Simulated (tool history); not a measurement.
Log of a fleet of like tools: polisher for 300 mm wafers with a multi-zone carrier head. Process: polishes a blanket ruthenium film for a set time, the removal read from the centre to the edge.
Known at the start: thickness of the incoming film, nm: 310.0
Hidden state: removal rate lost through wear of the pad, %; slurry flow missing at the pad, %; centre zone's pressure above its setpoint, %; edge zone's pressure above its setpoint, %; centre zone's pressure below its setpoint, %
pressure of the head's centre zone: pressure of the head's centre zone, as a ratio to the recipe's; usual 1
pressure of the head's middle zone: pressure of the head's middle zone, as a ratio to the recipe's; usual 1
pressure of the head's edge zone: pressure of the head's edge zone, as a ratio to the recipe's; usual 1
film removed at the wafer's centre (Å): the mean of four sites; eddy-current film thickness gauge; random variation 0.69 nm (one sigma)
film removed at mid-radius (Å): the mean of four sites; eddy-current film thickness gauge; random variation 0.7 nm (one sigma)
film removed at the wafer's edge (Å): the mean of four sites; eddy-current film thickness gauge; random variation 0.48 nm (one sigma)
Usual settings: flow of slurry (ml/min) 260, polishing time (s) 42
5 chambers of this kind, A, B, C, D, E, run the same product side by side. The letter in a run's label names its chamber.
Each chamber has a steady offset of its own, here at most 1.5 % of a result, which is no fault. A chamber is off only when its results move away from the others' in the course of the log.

run	day	flow of slurry (ml/min)	pressure of the head's centre zone	pressure of the head's middle zone	pressure of the head's edge zone	polishing time (s)	wafers polished on this pad	hours since the slurry nozzle was cleaned	hours since the centre zone pressure was calibrated	hours since the edge zone pressure was calibrated	film removed at the wafer's centre (Å)	film removed at mid-radius (Å)	film removed at the wafer's edge (Å)
1B	0.329	260	1	1	1	42	1123	125.4	1000.8	210.1	701.68	691.38	696.18
# day 0.762: chamber B: worn pad replaced by a new one
2D	0.838	260	1	1	1	42	569	221.7	36.9	1171.6	702.12	683.41	687.44
3C	1.354	260	1	1	1	42	570	244.6	113.4	465	690.31	703.06	699.67
# day 1.408: chamber C: slurry nozzle cleaned
4A	1.817	260	1	1	1	42	1052	471.2	244	93.9	704.39	699.04	707.13
# day 2.029: chamber A: worn pad replaced by a new one
# day 2.038: chamber B: centre zone pressure recalibrated
# day 2.104: chamber D: edge zone pressure recalibrated
5E	2.179	260	1	1	1	42	1449	127.6	193.7	89.4	683.89	693.24	701.74
6B	2.767	260	1	1	1	42	810	183.9	17.5	268.6	697.75	690.88	692.87
# day 3.217: chamber D: worn pad replaced by a new one
7C	3.242	260	1	1	1	42	1333	44	158.7	510.3	685.57	709.7	700.87
# day 3.379: chamber C: worn pad replaced by a new one
# day 3.588: chamber B: worn pad replaced by a new one
8E	3.738	260	1	1	1	42	2079	165	231.1	126.8	667.97	678.76	688.08
# day 3.892: chamber A: slurry nozzle cleaned
9D	4.208	260	1	1	1	42	400	302.6	117.8	50.5	693.7	705.12	684.4
# day 4.646: chamber A: worn pad replaced by a new one
10A	4.758	215	1	1	1.04	42	46	20.9	314.6	164.5	679.97	683.1	708.96
11C	5.288	215	1	1	1.04	42	772	93.1	207.8	559.4	689.52	676.29	688.85
12B	5.792	215	1	1	1.04	42	892	256.5	90.1	341.2	687.16	678.51	694.52
# day 6.138: chamber C: edge zone pressure recalibrated
# day 6.142: chamber B: worn pad replaced by a new one
# day 6.171: chamber C: worn pad replaced by a new one
13D	6.275	215	1	1	1.04	42	1236	352.2	167.4	100.1	679.12	692.51	683.1
# day 6.3: chamber D: worn pad replaced by a new one
14A	6.558	215	1	1	1.04	42	773	64.1	357.8	207.7	680.54	684.94	699.7
# day 6.796: chamber E: slurry nozzle cleaned
15E	6.958	180	1	1	1	42	3381	4	308.4	204.1	632.19	646.71	652.65
16A	7.383	180	1	1	1	42	1107	83.9	377.6	227.5	670.53	656.99	672.93
17E	7.662	180	1	1	1	42	3665	20.9	325.3	221	629.97	648.45	649.73
# day 7.754: chamber A: worn pad replaced by a new one
18D	8.254	180	1	1	1	42	791	399.7	214.9	147.6	664.54	650.08	661.57
19B	8.642	180	1	1	1	42	1010	324.9	158.5	409.6	670.32	658.65	660.94
# day 9.221: chamber C: worn pad replaced by a new one
20C	9.246	260	0.94	1	1	42	11	188.1	302.8	74.6	646.4	704.33	693.86
# day 9.279: chamber E: centre zone pressure recalibrated
# day 9.375: chamber B: worn pad replaced by a new one
21E	9.592	260	0.94	1	1	42	4445	67.2	7.5	267.3	605.27	666.41	668.36
22B	9.871	260	0.94	1	1	42	200	354.4	188	439.1	669.29	704.92	691.06
# day 9.967: chamber D: worn pad replaced by a new one
23D	10.238	260	0.94	1	1	42	110	447.3	262.5	195.2	648.58	689.42	683.66
24A	10.742	260	0.94	1	1	42	1208	164.5	458.2	308.1	651.96	692.76	697.78
# day 10.817: chamber A: worn pad replaced by a new one
25C	11.067	295	1	1.09	1	42	747	231.8	346.5	118.3	709.88	759.83	697.31
26B	11.521	295	1	1.09	1	42	867	394	227.6	478.7	716.11	762.41	703.22
27C	12.071	295	1	1.09	1	42	1152	255.9	370.6	142.4	704.52	772.56	692.18
# day 12.129: chamber A: centre zone pressure recalibrated
28E	12.408	295	1	1.09	1	42	5583	134.8	75.1	334.9	653.52	732.29	655.45
# day 12.504: chamber B: worn pad replaced by a new one
29D	12.946	295	1	1.09	1	42	1204	512.3	327.5	260.2	706.06	772.4	699.83
30A	13.342	260	1	1	1	42	1020	226.9	29.1	370.5	711.04	712.74	692.92
# day 13.562: chamber D: worn pad replaced by a new one
31B	13.696	260	1	1	1	42	483	446.2	279.8	530.9	702.06	703.54	688.02
# day 13.875: chamber A: worn pad replaced by a new one
32A	14.262	260	1	1	1	42	157	249	51.2	392.6	699.89	694.19	701.03
33D	14.592	260	1	1	1	42	416	551.8	367	299.7	700.4	698.58	684.64

Is one chamber off against the others, does the gauge drift, or is nothing wrong? If a chamber is off, say which, and what the likeliest cause is.

Chamber E drifts away from the others.
Cause: removal rate lost through wear of the pad, % = 7.95.

Here are 4 candidates for chamber E's next run, each the usual settings with a change, their results left as question marks. Which one brings its results back in line with what the others give on the usual settings?
In line means no further than this from the other chambers' mean on the usual settings: film removed at the wafer's centre (Å) 24; film removed at mid-radius (Å) 25; film removed at the wafer's edge (Å) 17
34E-1	15.033	260	0.99	1	1	41					?	?	?
34E-2	15.033	260	1.01	1	1	43					?	?	?
34E-3	15.033	255	0.98	1	1	39					?	?	?
34E-4	15.033	265	1.02	1	1	45					?	?	?

The other chambers' mean on the usual settings: film removed at the wafer's centre (Å) 696.96; film removed at mid-radius (Å) 695.11; film removed at the wafer's edge (Å) 692.15
run	film removed at the wafer's centre (Å)	film removed at mid-radius (Å)	film removed at the wafer's edge (Å)
34E-1	609.73	630.57	626.13
34E-2	653.85	661.25	656.67
34E-3	572.06	598.52	594.59
34E-4	693.41	693.44	688.32
34E-4 brings the chamber back in line.
